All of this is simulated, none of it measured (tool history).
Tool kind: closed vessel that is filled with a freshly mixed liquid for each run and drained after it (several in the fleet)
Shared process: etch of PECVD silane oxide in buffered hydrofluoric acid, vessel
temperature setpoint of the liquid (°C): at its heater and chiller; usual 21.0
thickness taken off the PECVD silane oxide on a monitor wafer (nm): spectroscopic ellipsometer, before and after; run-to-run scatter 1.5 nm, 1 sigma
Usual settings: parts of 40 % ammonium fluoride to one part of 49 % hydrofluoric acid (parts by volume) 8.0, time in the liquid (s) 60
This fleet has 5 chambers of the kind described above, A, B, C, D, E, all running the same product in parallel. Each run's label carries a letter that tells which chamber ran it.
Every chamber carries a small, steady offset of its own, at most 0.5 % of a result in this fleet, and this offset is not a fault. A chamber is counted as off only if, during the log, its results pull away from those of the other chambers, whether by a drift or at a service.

| run | hour | temperature setpoint of the liquid (°C) | parts of 40 % ammonium fluoride to one part of 49 % hydrofluoric acid (parts by volume) | time in the liquid (s) | hours since the thermometer was replaced | hours since the hydrofluoric acid flow meter was replaced | read-back film thickness of the PECVD silane oxide reference wafer, read on the same gauge (nm) | thickness taken off the PECVD silane oxide on a monitor wafer (nm) |
|---|---|---|---|---|---|---|---|---|
| 1D | 9.7 | 21.0 | 8.0 | 60 | 716.0 | 591.9 | 90.009 | 239.49 |
| 2E | 16.1 | 21.0 | 8.0 | 60 | 81.9 | 911.1 | 89.981 | 239.55 |
| 3A | 25.6 | 21.0 | 8.0 | 60 | 1653.4 | 1125.0 | 90.030 | 236.79 |
| 4B | 34.8 | 21.0 | 8.0 | 60 | 326.2 | 258.5 | 89.965 | 238.91 |
| 5C | 41.8 | 21.0 | 8.0 | 60 | 757.3 | 869.4 | 89.977 | 234.83 |
| 6E | 54.2 | 21.0 | 8.0 | 60 | 120.0 | 949.2 | 89.979 | 237.85 |
| 7A | 62.4 | 21.0 | 8.0 | 60 | 1690.2 | 1161.8 | 90.026 | 239.15 |
| 8B | 72.5 | 24.5 | 10.0 | 60 | 363.9 | 296.2 | 89.996 | 238.38 |
| 9D | 83.6 | 24.5 | 10.0 | 60 | 789.9 | 665.8 | 90.002 | 238.63 |
| 10C | 91.0 | 24.5 | 10.0 | 60 | 806.5 | 918.6 | 89.995 | 235.95 |
| 11D | 98.4 | 24.5 | 10.0 | 60 | 804.7 | 680.6 | 90.006 | 237.08 |
| 12E | 104.7 | 24.5 | 10.0 | 60 | 170.5 | 999.7 | 89.988 | 236.99 |
| 13B | 118.4 | 21.0 | 8.0 | 60 | 409.8 | 342.1 | 89.988 | 238.53 |
| 14A | 125.6 | 21.0 | 8.0 | 60 | 1753.4 | 1225.0 | 89.980 | 236.34 |
| 15C | 137.0 | 21.0 | 8.0 | 60 | 852.5 | 964.6 | 90.005 | 237.82 |
| 16B | 145.8 | 21.0 | 8.0 | 60 | 437.2 | 369.5 | 89.992 | 236.46 |
| 17A | 157.1 | 21.0 | 8.0 | 60 | 1784.9 | 1256.5 | 90.004 | 239.37 |
| 18D | 164.9 | 21.0 | 8.0 | 60 | 871.2 | 747.1 | 90.005 | 239.26 |
|  | 173.7 | chamber A: hydrofluoric acid flow meter replaced |
| 19C | 179.1 | 21.0 | 8.0 | 60 | 894.6 | 1006.7 | 90.017 | 236.54 |
| 20E | 188.2 | 18.5 | 8.0 | 60 | 254.0 | 1083.2 | 90.003 | 207.84 |
| 21E | 195.0 | 18.5 | 8.0 | 60 | 260.8 | 1090.0 | 90.029 | 204.74 |
| 22C | 204.3 | 18.5 | 8.0 | 60 | 919.8 | 1031.9 | 90.011 | 204.56 |
|  | 206.7 | chamber E: hydrofluoric acid flow meter replaced |
| 23D | 218.2 | 18.5 | 8.0 | 60 | 924.5 | 800.4 | 89.963 | 206.58 |
| 24A | 227.4 | 18.5 | 8.0 | 60 | 1855.2 | 53.7 | 89.994 | 208.61 |
| 25B | 236.3 | 21.0 | 8.0 | 60 | 527.7 | 460.0 | 90.003 | 232.37 |
| 26A | 247.8 | 21.0 | 8.0 | 60 | 1875.6 | 74.1 | 90.009 | 240.48 |
| 27C | 255.1 | 21.0 | 5.5 | 60 | 970.6 | 1082.7 | 90.033 | 337.85 |
| 28D | 266.0 | 21.0 | 5.5 | 60 | 972.3 | 848.2 | 90.015 | 340.17 |
| 29E | 276.2 | 21.0 | 5.5 | 60 | 342.0 | 69.5 | 90.000 | 340.82 |
|  | 283.3 | chamber A: thermometer replaced |
| 30B | 286.0 | 21.0 | 5.5 | 60 | 577.4 | 509.7 | 89.962 | 323.34 |
| 31C | 295.4 | 21.0 | 5.5 | 60 | 1010.9 | 1123.0 | 90.000 | 337.63 |
| 32E | 306.7 | 21.0 | 8.0 | 60 | 372.5 | 100.0 | 89.995 | 237.66 |
| 33B | 318.2 | 21.0 | 8.0 | 60 | 609.6 | 541.9 | 90.018 | 230.84 |
| 34D | 327.3 | 21.0 | 8.0 | 60 | 1033.6 | 909.5 | 89.989 | 239.64 |
| 35A | 335.0 | 21.0 | 8.0 | 60 | 51.8 | 161.3 | 90.020 | 237.17 |
| 36A | 341.3 | 21.0 | 8.0 | 60 | 58.1 | 167.6 | 89.963 | 237.97 |
| 37C | 353.4 | 21.0 | 8.0 | 60 | 1068.9 | 1181.0 | 89.993 | 236.66 |
| 38D | 367.5 | 21.0 | 8.0 | 60 | 1073.8 | 949.7 | 90.003 | 234.58 |
| 39E | 377.5 | 21.0 | 8.0 | 60 | 443.3 | 170.8 | 89.991 | 241.23 |
| 40B | 389.5 | 21.0 | 8.0 | 60 | 680.9 | 613.2 | 89.987 | 226.77 |
| 41A | 396.5 | 22.5 | 9.0 | 60 | 113.3 | 222.8 | 89.982 | 231.32 |
| 42E | 409.5 | 22.5 | 9.0 | 60 | 475.3 | 202.8 | 90.003 | 226.95 |
| 43B | 417.3 | 22.5 | 9.0 | 60 | 708.7 | 641.0 | 89.979 | 212.93 |
| 44C | 426.9 | 22.5 | 9.0 | 60 | 1142.4 | 1254.5 | 90.022 | 224.88 |

The same settings go to every chamber for the next run, one line per chamber below. Forecast the results for each:
| 45A | 437.0 | 25.0 | 8.0 | 60 |  |  |  | ? |
| 45B | 437.0 | 25.0 | 8.0 | 60 |  |  |  | ? |
| 45C | 437.0 | 25.0 | 8.0 | 60 |  |  |  | ? |
| 45D | 437.0 | 25.0 | 8.0 | 60 |  |  |  | ? |
| 45E | 437.0 | 25.0 | 8.0 | 60 |  |  |  | ? |

| run | thickness taken off the PECVD silane oxide on a monitor wafer (nm) |
|---|---|
| 45A | 298.75 |
| 45B | 274.63 |
| 45C | 294.42 |
| 45D | 294.60 |
| 45E | 293.47 |

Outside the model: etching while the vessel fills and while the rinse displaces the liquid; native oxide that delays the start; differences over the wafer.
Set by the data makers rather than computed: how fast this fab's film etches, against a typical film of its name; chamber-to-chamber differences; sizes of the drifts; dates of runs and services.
